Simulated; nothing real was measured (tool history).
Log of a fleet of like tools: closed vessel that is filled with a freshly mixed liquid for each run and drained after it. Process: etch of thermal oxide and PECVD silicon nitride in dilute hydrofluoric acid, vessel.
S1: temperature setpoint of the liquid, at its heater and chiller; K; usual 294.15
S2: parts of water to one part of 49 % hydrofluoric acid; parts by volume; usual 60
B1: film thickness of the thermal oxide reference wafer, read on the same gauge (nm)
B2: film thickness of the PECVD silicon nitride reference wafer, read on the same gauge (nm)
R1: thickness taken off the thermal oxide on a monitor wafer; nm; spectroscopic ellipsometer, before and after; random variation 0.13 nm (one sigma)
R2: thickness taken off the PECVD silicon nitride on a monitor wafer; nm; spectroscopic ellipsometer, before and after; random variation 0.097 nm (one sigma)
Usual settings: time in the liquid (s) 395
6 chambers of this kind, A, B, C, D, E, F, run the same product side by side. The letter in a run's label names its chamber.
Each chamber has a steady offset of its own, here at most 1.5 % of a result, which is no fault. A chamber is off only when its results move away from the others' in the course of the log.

Run 1D, hour 7.7: usual settings; B1 39.991; B2 99.988. Result: R1 27.932 nm, R2 19.233 nm.
Run 2A, hour 15.7: usual settings; B1 40.009; B2 99.974. Result: R1 27.931 nm, R2 19.380 nm.
Run 3E, hour 20.3: usual settings; B1 39.996; B2 100.010. Result: R1 28.019 nm, R2 19.144 nm.
Run 4C, hour 24.6: usual settings; B1 40.006; B2 100.020. Result: R1 28.004 nm, R2 19.032 nm.
Run 5F, hour 30.3: usual settings; B1 39.995; B2 100.000. Result: R1 28.165 nm, R2 19.197 nm.
Run 6B, hour 34.1: usual settings; B1 39.990; B2 99.997. Result: R1 28.481 nm, R2 18.968 nm.
Run 7D, hour 38.4: usual settings but time in the liquid (s) 290; B1 39.989; B2 99.999. Result: R1 20.453 nm, R2 14.002 nm.
Run 8E, hour 46.2: usual settings but time in the liquid (s) 290; B1 40.001; B2 100.010. Result: R1 20.510 nm, R2 13.888 nm.
Run 9A, hour 50.0: usual settings but time in the liquid (s) 290; B1 40.014; B2 99.977. Result: R1 20.486 nm, R2 14.012 nm.
Run 10B, hour 58.1: usual settings but time in the liquid (s) 290; B1 39.999; B2 99.982. Result: R1 20.796 nm, R2 14.040 nm.
Run 11F, hour 65.6: usual settings but time in the liquid (s) 290; B1 39.993; B2 100.020. Result: R1 20.486 nm, R2 14.043 nm.
Run 12C, hour 71.8: usual settings but time in the liquid (s) 290; B1 39.996; B2 99.965. Result: R1 20.726 nm, R2 13.817 nm.
Run 13F, hour 77.0: usual settings; B1 40.007; B2 100.000. Result: R1 28.174 nm, R2 19.079 nm.
Run 14E, hour 83.5: usual settings; B1 40.010; B2 99.994. Result: R1 28.033 nm, R2 19.239 nm.
Run 15A, hour 90.7: usual settings; B1 39.994; B2 99.988. Result: R1 27.771 nm, R2 19.064 nm.
Run 16D, hour 97.5: usual settings; B1 39.990; B2 100.020. Result: R1 27.799 nm, R2 19.187 nm.
Run 17B, hour 103.2: usual settings; B1 39.997; B2 100.010. Result: R1 28.292 nm, R2 19.059 nm.
Run 18C, hour 110.1: usual settings; B1 40.027; B2 100.010. Result: R1 28.120 nm, R2 18.873 nm.
Run 19F, hour 117.4: usual settings but S2 40 parts by volume, time in the liquid (s) 205; B1 40.008; B2 100.010. Result: R1 22.508 nm, R2 14.607 nm.
Run 20D, hour 124.1: usual settings but S2 40 parts by volume, time in the liquid (s) 205; B1 39.988; B2 99.992. Result: R1 22.078 nm, R2 14.670 nm.
Run 21A, hour 128.3: usual settings but S2 40 parts by volume, time in the liquid (s) 205; B1 39.997; B2 100.000. Result: R1 22.247 nm, R2 14.776 nm.
Run 22C, hour 135.5: usual settings but S2 40 parts by volume, time in the liquid (s) 205; B1 40.002; B2 99.986. Result: R1 22.461 nm, R2 14.488 nm.
Run 23B, hour 141.8: usual settings but S2 40 parts by volume, time in the liquid (s) 205; B1 39.981; B2 99.968. Result: R1 22.536 nm, R2 14.680 nm.
Run 24E, hour 150.2: usual settings but S2 40 parts by volume, time in the liquid (s) 205; B1 40.004; B2 100.020. Result: R1 22.309 nm, R2 14.763 nm.
Run 25E, hour 154.6: usual settings; B1 40.023; B2 100.010. Result: R1 28.162 nm, R2 19.275 nm.
Run 26B, hour 161.4: usual settings; B1 39.994; B2 100.000. Result: R1 28.322 nm, R2 19.075 nm.
Run 27C, hour 168.1: usual settings; B1 39.994; B2 99.967. Result: R1 28.082 nm, R2 19.010 nm.
Run 28F, hour 171.9: usual settings; B1 39.988; B2 99.991. Result: R1 28.023 nm, R2 19.070 nm.
Run 29D, hour 178.4: usual settings; B1 39.995; B2 99.989. Result: R1 28.139 nm, R2 19.332 nm.
Run 30A, hour 187.0: usual settings; B1 39.984; B2 99.957. Result: R1 27.931 nm, R2 19.163 nm.
Run 31B, hour 192.4: usual settings; B1 40.016; B2 99.997. Result: R1 28.264 nm, R2 19.162 nm.
Run 32F, hour 196.7: usual settings; B1 39.987; B2 100.020. Result: R1 28.159 nm, R2 19.216 nm.
Run 33E, hour 205.0: usual settings but S2 35 parts by volume, time in the liquid (s) 180; B1 39.992; B2 100.050. Result: R1 22.582 nm, R2 14.617 nm.
Run 34D, hour 209.2: usual settings but S2 35 parts by volume, time in the liquid (s) 180; B1 39.998; B2 99.991. Result: R1 22.253 nm, R2 14.643 nm.
Run 35C, hour 217.0: usual settings but S2 35 parts by volume, time in the liquid (s) 180; B1 40.019; B2 99.969. Result: R1 22.586 nm, R2 14.656 nm.
Run 36A, hour 224.7: usual settings but S2 35 parts by volume, time in the liquid (s) 180; B1 40.010; B2 100.010. Result: R1 22.247 nm, R2 14.666 nm.
Run 37C, hour 232.1: usual settings but S2 35 parts by volume, time in the liquid (s) 180; B1 39.987; B2 100.010. Result: R1 22.774 nm, R2 14.606 nm.
Run 38A, hour 239.9: usual settings but S2 35 parts by volume, time in the liquid (s) 180; B1 39.997; B2 99.996. Result: R1 22.682 nm, R2 14.735 nm.
Run 39B, hour 247.4: usual settings; B1 40.022; B2 99.974. Result: R1 28.469 nm, R2 19.062 nm.
Run 40E, hour 256.0: usual settings; B1 40.022; B2 99.966. Result: R1 28.062 nm, R2 19.101 nm.

Is one chamber off against the others, does the gauge drift, or is nothing wrong? If a chamber is off, say which, and what the likeliest cause is.

No chamber stands off beyond its own small offset, and the gauge holds steady.
